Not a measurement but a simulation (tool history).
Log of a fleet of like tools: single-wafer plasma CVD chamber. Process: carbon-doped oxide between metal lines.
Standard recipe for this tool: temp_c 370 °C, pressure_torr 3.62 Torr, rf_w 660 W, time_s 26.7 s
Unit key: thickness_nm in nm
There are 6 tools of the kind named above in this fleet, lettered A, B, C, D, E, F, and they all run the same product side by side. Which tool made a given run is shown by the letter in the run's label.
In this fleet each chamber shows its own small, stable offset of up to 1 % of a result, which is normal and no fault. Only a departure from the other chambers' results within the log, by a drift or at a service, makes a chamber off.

run	day	temp_c	pressure_torr	rf_w	time_s	read-back reference wafer on the same gauge, thickness_nm	thickness_nm
1A	0.250	370	3.62	660	26.7	133.01	147.78
2E	0.412	370	3.62	660	26.7	133.06	147.15
3D	0.608	370	3.62	660	26.7	132.99	148.78
4F	0.842	370	3.62	660	26.7	133.13	147.44
5C	1.071	370	3.62	660	26.7	133.09	147.01
6B	1.208	370	3.92	660	26.7	133.10	149.31
7D	1.400	370	3.92	660	26.7	133.13	150.17
8F	1.550	370	3.92	660	26.7	133.15	148.65
9A	1.817	370	3.92	660	26.7	133.18	148.76
10C	1.962	370	3.92	660	26.7	133.16	148.38
# day 1.988: chamber A: capacitance manometer re-zeroed and calibrated
11B	2.171	370	3.92	660	26.7	133.18	149.41
12E	2.446	370	3.62	660	26.7	133.23	147.51
13A	2.617	370	3.62	660	26.7	133.28	147.70
14B	2.742	370	3.62	660	26.7	133.22	148.21
15C	2.892	370	3.62	660	26.7	133.25	147.19
# day 3.062: chamber F: RF generator calibrated
16D	3.121	370	3.62	660	26.7	133.34	148.94
17E	3.312	370	3.62	660	26.7	133.36	147.44
18F	3.517	370	3.62	660	26.7	133.32	147.87
19B	3.758	370	3.62	660	26.7	133.33	148.54
20E	3.975	370	3.62	660	26.7	133.37	147.59
21F	4.162	370	3.62	660	26.7	133.44	147.77
22C	4.350	380	3.99	660	26.7	133.43	145.97
23D	4.567	380	3.99	660	26.7	133.46	147.55
24A	4.842	380	3.99	660	26.7	133.44	146.09
25D	5.062	380	3.99	660	26.7	133.56	147.25
# day 5.212: chamber C: RF generator calibrated
26C	5.342	380	3.99	660	26.7	133.47	145.90
27A	5.567	380	3.99	660	26.7	133.54	146.67
28F	5.775	370	3.62	660	26.7	133.51	147.86
29B	5.904	370	3.97	660	26.7	133.59	149.96
30E	6.042	370	3.97	660	26.7	133.59	149.37
31D	6.192	370	3.97	660	26.7	133.57	151.27
# day 6.262: chamber E: capacitance manometer re-zeroed and calibrated
32F	6.462	370	3.97	660	26.7	133.65	149.30
33B	6.742	370	3.97	660	26.7	133.60	150.12
34A	6.883	370	3.97	660	26.7	133.68	149.65
35E	7.017	370	3.62	765	26.7	133.70	161.33
36C	7.204	370	3.62	765	26.7	133.72	161.84
37C	7.388	370	3.62	765	26.7	133.68	161.47
38A	7.508	370	3.62	765	26.7	133.75	162.33
39D	7.733	370	3.62	765	26.7	133.75	163.07
40B	7.933	370	3.62	765	26.7	133.82	162.76
41E	8.112	370	3.62	660	26.7	133.76	147.77
42F	8.296	370	3.62	660	26.7	133.80	148.63

All chambers now run identical settings, listed one chamber a line with results as question marks. What results will each chamber show?
43A	8.496	370	4.30	660	26.7		?
43B	8.496	370	4.30	660	26.7		?
43C	8.496	370	4.30	660	26.7		?
43D	8.496	370	4.30	660	26.7		?
43E	8.496	370	4.30	660	26.7		?
43F	8.496	370	4.30	660	26.7		?

run	thickness_nm
43A	151.52
43B	152.06
43C	151.25
43D	152.48
43E	150.75
43F	151.53
